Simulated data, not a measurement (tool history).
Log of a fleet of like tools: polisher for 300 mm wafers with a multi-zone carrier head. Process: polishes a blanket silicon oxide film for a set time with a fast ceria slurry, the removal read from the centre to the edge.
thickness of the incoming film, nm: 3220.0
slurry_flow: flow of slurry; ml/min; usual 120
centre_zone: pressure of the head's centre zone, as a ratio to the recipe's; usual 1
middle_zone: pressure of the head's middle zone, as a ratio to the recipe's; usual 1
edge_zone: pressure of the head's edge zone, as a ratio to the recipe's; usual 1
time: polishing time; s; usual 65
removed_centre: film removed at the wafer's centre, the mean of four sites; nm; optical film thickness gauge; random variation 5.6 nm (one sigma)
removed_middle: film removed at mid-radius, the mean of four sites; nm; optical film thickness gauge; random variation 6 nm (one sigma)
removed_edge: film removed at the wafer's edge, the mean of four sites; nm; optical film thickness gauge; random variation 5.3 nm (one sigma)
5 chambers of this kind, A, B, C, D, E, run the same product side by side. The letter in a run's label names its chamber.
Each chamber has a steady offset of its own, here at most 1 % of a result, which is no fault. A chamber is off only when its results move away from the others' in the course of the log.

| run | day | slurry_flow | centre_zone | middle_zone | edge_zone | time | wafers polished on this pad | hours since the slurry nozzle was cleaned | hours since the centre zone pressure was calibrated | hours since the edge zone pressure was calibrated | removed_centre | removed_middle | removed_edge |
|---|---|---|---|---|---|---|---|---|---|---|---|---|---|
| 1A | 0.233 | 120 | 1 | 1 | 1 | 65 | 1028 | 306.5 | 1000.1 | 370.9 | 449.05 | 436.14 | 447.1 |
|  | 0.262 | chamber D: worn pad replaced by a new one |
| 2E | 0.425 | 120 | 1 | 1 | 1 | 65 | 1374 | 323.7 | 634.9 | 111.4 | 452.4 | 459.46 | 444.75 |
| 3D | 0.575 | 120 | 1 | 1 | 1 | 65 | 99 | 286.8 | 597.7 | 337.5 | 450.66 | 453.38 | 444.17 |
|  | 0.588 | chamber E: worn pad replaced by a new one |
| 4B | 0.721 | 120 | 1 | 1 | 1 | 65 | 382 | 137.5 | 247.6 | 121.9 | 447.3 | 444.91 | 448.87 |
| 5C | 0.867 | 120 | 1 | 1 | 1 | 65 | 1127 | 33.4 | 620.3 | 706.6 | 452.47 | 452.49 | 448.44 |
| 6C | 1.1 | 120 | 1 | 1 | 1 | 65 | 1202 | 39 | 625.9 | 712.2 | 449.01 | 451.64 | 452 |
| 7D | 1.267 | 120 | 1 | 1 | 1 | 65 | 320 | 303.4 | 614.3 | 354.1 | 452.82 | 449.76 | 454.35 |
|  | 1.3 | chamber C: worn pad replaced by a new one |
| 8E | 1.433 | 120 | 1 | 1 | 1 | 65 | 270 | 347.9 | 659.1 | 135.6 | 444.6 | 457.72 | 445.42 |
|  | 1.546 | chamber A: worn pad replaced by a new one |
| 9A | 1.679 | 120 | 1 | 1 | 1 | 65 | 42 | 341.2 | 1034.8 | 405.6 | 448.88 | 450.17 | 447.98 |
| 10B | 1.858 | 120 | 1 | 1 | 1 | 65 | 745 | 164.8 | 274.9 | 149.2 | 449.22 | 444.66 | 443.41 |
| 11D | 2.025 | 120 | 1 | 1 | 1 | 65 | 563 | 321.6 | 632.5 | 372.3 | 448.72 | 441.97 | 450.14 |
| 12B | 2.204 | 120 | 1 | 1 | 1 | 65 | 856 | 173.1 | 283.2 | 157.5 | 451.64 | 447.73 | 437.41 |
| 13C | 2.362 | 145 | 1 | 1 | 1 | 65 | 339 | 69.3 | 656.2 | 742.5 | 471.12 | 468.44 | 475.97 |
|  | 2.558 | chamber B: worn pad replaced by a new one |
| 14A | 2.596 | 145 | 1 | 1 | 1 | 65 | 335 | 363.2 | 1056.8 | 427.6 | 472.48 | 467.84 | 454.27 |
| 15E | 2.733 | 145 | 1 | 1 | 1 | 65 | 685 | 379.1 | 690.3 | 166.8 | 471.48 | 481.36 | 456.62 |
|  | 2.771 | chamber D: worn pad replaced by a new one |
| 16A | 2.962 | 145 | 1 | 1 | 1 | 65 | 452 | 372 | 1065.6 | 436.4 | 470.18 | 459.15 | 462.6 |
| 17E | 3.083 | 145 | 1 | 1 | 1 | 65 | 797 | 387.5 | 698.7 | 175.2 | 467.88 | 477.33 | 453.64 |
| 18B | 3.2 | 120 | 1 | 1 | 1 | 65 | 205 | 197 | 307.1 | 181.4 | 441.3 | 450.28 | 437.41 |
| 19C | 3.383 | 120 | 1 | 1 | 1 | 65 | 665 | 93.8 | 680.7 | 767 | 466.42 | 452.57 | 460.15 |
| 20D | 3.629 | 120 | 1 | 1 | 1 | 65 | 275 | 360.1 | 671 | 410.8 | 452.24 | 442.33 | 443 |
| 21D | 3.842 | 155 | 1 | 1 | 1 | 65 | 342 | 365.2 | 676.1 | 415.9 | 480.51 | 469.54 | 473.39 |
| 22B | 3.996 | 155 | 1 | 1 | 1 | 65 | 460 | 216.1 | 326.2 | 200.5 | 474.78 | 456.35 | 460.32 |
| 23A | 4.138 | 155 | 1 | 1 | 1 | 65 | 828 | 400.2 | 1093.8 | 464.6 | 474.21 | 469.9 | 459.96 |
| 24E | 4.267 | 155 | 1 | 1 | 1 | 65 | 1175 | 415.9 | 727.1 | 203.6 | 492.72 | 483.24 | 452.17 |
|  | 4.388 | chamber E: centre zone pressure recalibrated |
| 25C | 4.388 | 155 | 1 | 1 | 1 | 65 | 986 | 117.9 | 704.8 | 791.1 | 496.02 | 470.26 | 464.85 |
| 26A | 4.517 | 120 | 1 | 1 | 1 | 65 | 949 | 409.3 | 1102.9 | 473.7 | 442.73 | 443.34 | 447.64 |
| 27E | 4.671 | 120 | 1 | 1 | 1 | 65 | 1304 | 425.6 | 6.9 | 213.3 | 446.25 | 461.54 | 451.12 |
|  | 4.867 | chamber E: worn pad replaced by a new one |
| 28C | 4.883 | 120 | 1 | 1 | 1 | 65 | 1144 | 129.8 | 716.7 | 803 | 467.64 | 440.69 | 450.82 |
|  | 5.012 | chamber A: edge zone pressure recalibrated |
| 29B | 5.012 | 120 | 1 | 1 | 1 | 65 | 784 | 240.5 | 350.6 | 224.9 | 446.97 | 438.48 | 441.81 |
|  | 5.092 | chamber B: worn pad replaced by a new one |
| 30D | 5.233 | 120 | 1 | 1 | 1 | 65 | 787 | 398.6 | 709.5 | 449.3 | 456.09 | 458.88 | 442.48 |
| 31A | 5.454 | 120 | 1 | 1 | 1 | 65 | 1248 | 431.8 | 1125.4 | 10.7 | 439.14 | 447.51 | 451.01 |
| 32E | 5.692 | 135 | 1 | 1 | 1 | 65 | 263 | 450.1 | 31.4 | 237.8 | 466.14 | 478.36 | 451.95 |
| 33B | 5.892 | 135 | 1 | 1 | 1 | 65 | 255 | 261.6 | 371.7 | 246 | 462.58 | 463.15 | 455.28 |
| 34C | 6.012 | 135 | 1 | 1 | 1 | 65 | 1505 | 156.9 | 743.8 | 830.1 | 511.03 | 446.79 | 457.91 |

What goes on in this fleet: one chamber off, a drifting gauge, or nothing beyond the chambers' own small offsets? Name the chamber and the cause, if any.

Chamber C drifts away from the others.
Cause: centre zone's pressure above its setpoint, % = 8.92.

Here are 4 candidates for chamber C's next run, each the usual settings with a change, their results left as question marks. Which one brings its results back in line with what the others give on the usual settings?
In line means no further than this from the other chambers' mean on the usual settings: removed_centre 20 nm; removed_middle 21 nm; removed_edge 18 nm
| 35C-1 | 6.192 | 115 | 0.94 | 1.02 | 1.01 | 64 |  |  |  |  | ? | ? | ? |
| 35C-2 | 6.192 | 110 | 0.88 | 1.05 | 1.03 | 63 |  |  |  |  | ? | ? | ? |
| 35C-3 | 6.192 | 125 | 1.06 | 0.98 | 0.99 | 66 |  |  |  |  | ? | ? | ? |
| 35C-4 | 6.192 | 130 | 1.13 | 0.95 | 0.97 | 67 |  |  |  |  | ? | ? | ? |

The other chambers' mean on the usual settings: removed_centre 449.63 nm; removed_middle 447.85 nm; removed_edge 447.16 nm
| run | removed_centre | removed_middle | removed_edge |
|---|---|---|---|
| 35C-1 | 443.82 | 446.97 | 445.63 |
| 35C-2 | 400.95 | 446.95 | 439.66 |
| 35C-3 | 534.09 | 452.95 | 461.34 |
| 35C-4 | 587 | 450.7 | 466.4 |
35C-1 brings the chamber back in line.

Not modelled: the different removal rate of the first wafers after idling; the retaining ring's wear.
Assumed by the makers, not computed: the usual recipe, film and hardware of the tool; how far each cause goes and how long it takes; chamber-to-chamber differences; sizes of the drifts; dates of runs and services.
